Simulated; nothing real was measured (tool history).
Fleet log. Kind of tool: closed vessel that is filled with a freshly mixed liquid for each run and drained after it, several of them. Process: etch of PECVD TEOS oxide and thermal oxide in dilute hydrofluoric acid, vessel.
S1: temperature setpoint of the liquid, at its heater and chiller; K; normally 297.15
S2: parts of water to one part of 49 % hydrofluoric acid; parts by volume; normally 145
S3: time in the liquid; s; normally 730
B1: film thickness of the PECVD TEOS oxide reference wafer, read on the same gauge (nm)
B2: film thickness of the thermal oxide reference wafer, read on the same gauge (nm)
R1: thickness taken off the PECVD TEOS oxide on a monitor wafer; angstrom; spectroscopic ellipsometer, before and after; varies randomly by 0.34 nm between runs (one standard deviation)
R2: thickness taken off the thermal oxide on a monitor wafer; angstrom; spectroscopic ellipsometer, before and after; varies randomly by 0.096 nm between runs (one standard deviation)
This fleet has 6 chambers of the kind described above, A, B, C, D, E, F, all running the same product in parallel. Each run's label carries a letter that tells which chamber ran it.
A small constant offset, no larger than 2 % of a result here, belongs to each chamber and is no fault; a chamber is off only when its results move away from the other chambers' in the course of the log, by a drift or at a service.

Run 1E, hour 12.8: usual settings; B1 120.02; B2 110.02. Result: R1 486.46 angstrom, R2 223.30 angstrom.
Run 2A, hour 25.6: usual settings; B1 119.99; B2 109.96. Result: R1 484.87 angstrom, R2 224.17 angstrom.
Run 3F, hour 32.4: usual settings; B1 120.01; B2 109.97. Result: R1 494.70 angstrom, R2 222.28 angstrom.
Run 4D, hour 39.8: usual settings; B1 120.00; B2 110.00. Result: R1 478.94 angstrom, R2 224.46 angstrom.
Run 5C, hour 50.7: usual settings; B1 120.00; B2 109.99. Result: R1 490.26 angstrom, R2 224.04 angstrom.
Run 6B, hour 60.1: usual settings; B1 119.99; B2 110.01. Result: R1 484.33 angstrom, R2 222.55 angstrom.
Run 7F, hour 67.8: usual settings; B1 120.00; B2 109.99. Result: R1 492.45 angstrom, R2 222.45 angstrom.
Run 8A, hour 74.7: usual settings; B1 120.03; B2 109.98. Result: R1 493.18 angstrom, R2 223.19 angstrom.
Run 9B, hour 81.5: usual settings; B1 119.98; B2 110.00. Result: R1 482.82 angstrom, R2 221.83 angstrom.
Run 10E, hour 90.2: usual settings; B1 120.03; B2 110.00. Result: R1 487.50 angstrom, R2 224.55 angstrom.
Run 11D, hour 100.7: usual settings; B1 120.02; B2 109.95. Result: R1 484.98 angstrom, R2 223.72 angstrom.
Run 12C, hour 113.6: usual settings; B1 120.02; B2 110.02. Result: R1 490.00 angstrom, R2 224.94 angstrom.
Run 13E, hour 123.3: usual settings; B1 119.97; B2 109.97. Result: R1 489.19 angstrom, R2 221.99 angstrom.
Run 14D, hour 135.1: usual settings; B1 120.01; B2 110.03. Result: R1 477.45 angstrom, R2 224.55 angstrom.
Run 15B, hour 145.8: usual settings; B1 119.96; B2 110.02. Result: R1 487.51 angstrom, R2 223.25 angstrom.
At hour 148.4: chamber C: thermometer replaced.
Run 16A, hour 157.1: usual settings; B1 120.00; B2 110.00. Result: R1 480.34 angstrom, R2 222.90 angstrom.
Run 17C, hour 168.7: usual settings; B1 119.97; B2 109.97. Result: R1 486.59 angstrom, R2 225.94 angstrom.
Run 18F, hour 177.7: usual settings; B1 120.01; B2 109.97. Result: R1 498.67 angstrom, R2 222.36 angstrom.
Run 19E, hour 190.6: usual settings; B1 120.03; B2 110.01. Result: R1 480.08 angstrom, R2 222.26 angstrom.
Run 20F, hour 198.6: usual settings; B1 120.00; B2 110.00. Result: R1 489.73 angstrom, R2 220.99 angstrom.
Run 21D, hour 210.6: usual settings; B1 119.99; B2 110.01. Result: R1 483.79 angstrom, R2 224.97 angstrom.
Run 22B, hour 222.4: usual settings; B1 119.98; B2 109.97. Result: R1 478.99 angstrom, R2 224.79 angstrom.
Run 23A, hour 230.8: usual settings; B1 119.99; B2 110.02. Result: R1 487.72 angstrom, R2 222.90 angstrom.
At hour 239.0: chamber B: hydrofluoric acid flow meter replaced.
Run 24C, hour 240.6: usual settings; B1 120.01; B2 110.03. Result: R1 487.93 angstrom, R2 226.24 angstrom.
Run 25B, hour 248.1: usual settings; B1 119.97; B2 109.99. Result: R1 477.90 angstrom, R2 221.15 angstrom.
At hour 248.4: chamber C: hydrofluoric acid flow meter replaced.
At hour 253.8: chamber D: thermometer replaced.
Run 26A, hour 254.1: usual settings; B1 120.04; B2 110.00. Result: R1 487.21 angstrom, R2 223.43 angstrom.
Run 27D, hour 261.6: usual settings but S3 945 s; B1 120.00; B2 109.98. Result: R1 626.36 angstrom, R2 288.37 angstrom.
Run 28F, hour 271.1: usual settings but S3 945 s; B1 120.03; B2 109.94. Result: R1 638.89 angstrom, R2 288.65 angstrom.
Run 29C, hour 280.7: usual settings but S3 945 s; B1 120.04; B2 109.98. Result: R1 625.89 angstrom, R2 291.84 angstrom.
Run 30E, hour 288.9: usual settings but S3 945 s; B1 120.00; B2 109.99. Result: R1 627.51 angstrom, R2 286.33 angstrom.
Run 31B, hour 296.2: usual settings but S3 945 s; B1 120.01; B2 110.01. Result: R1 620.91 angstrom, R2 288.01 angstrom.
Run 32D, hour 307.9: usual settings but S3 945 s; B1 120.00; B2 109.97. Result: R1 620.06 angstrom, R2 289.65 angstrom.
Run 33C, hour 321.4: usual settings; B1 120.00; B2 110.04. Result: R1 485.71 angstrom, R2 224.21 angstrom.
At hour 332.0: chamber A: hydrofluoric acid flow meter replaced.
Run 34F, hour 333.5: usual settings; B1 120.00; B2 110.01. Result: R1 490.13 angstrom, R2 221.57 angstrom.
Run 35A, hour 342.1: usual settings; B1 120.01; B2 110.01. Result: R1 486.84 angstrom, R2 222.96 angstrom.
Run 36E, hour 348.8: usual settings; B1 120.01; B2 110.01. Result: R1 486.15 angstrom, R2 225.20 angstrom.
Run 37B, hour 361.4: usual settings; B1 119.97; B2 110.01. Result: R1 482.60 angstrom, R2 222.09 angstrom.

Predict what each chamber gives when all 6 of them run the settings below next.
Run 38A, hour 371.2: usual settings. Result: R1 ?, R2 ?.
Run 38B, hour 371.2: usual settings. Result: R1 ?, R2 ?.
Run 38C, hour 371.2: usual settings. Result: R1 ?, R2 ?.
Run 38D, hour 371.2: usual settings. Result: R1 ?, R2 ?.
Run 38E, hour 371.2: usual settings. Result: R1 ?, R2 ?.
Run 38F, hour 371.2: usual settings. Result: R1 ?, R2 ?.

run      R1      R2
38A  479.66  223.69
38B  481.93  221.99
38C  488.78  223.89
38D  478.43  225.56
38E  487.91  223.65
38F  489.93  222.36

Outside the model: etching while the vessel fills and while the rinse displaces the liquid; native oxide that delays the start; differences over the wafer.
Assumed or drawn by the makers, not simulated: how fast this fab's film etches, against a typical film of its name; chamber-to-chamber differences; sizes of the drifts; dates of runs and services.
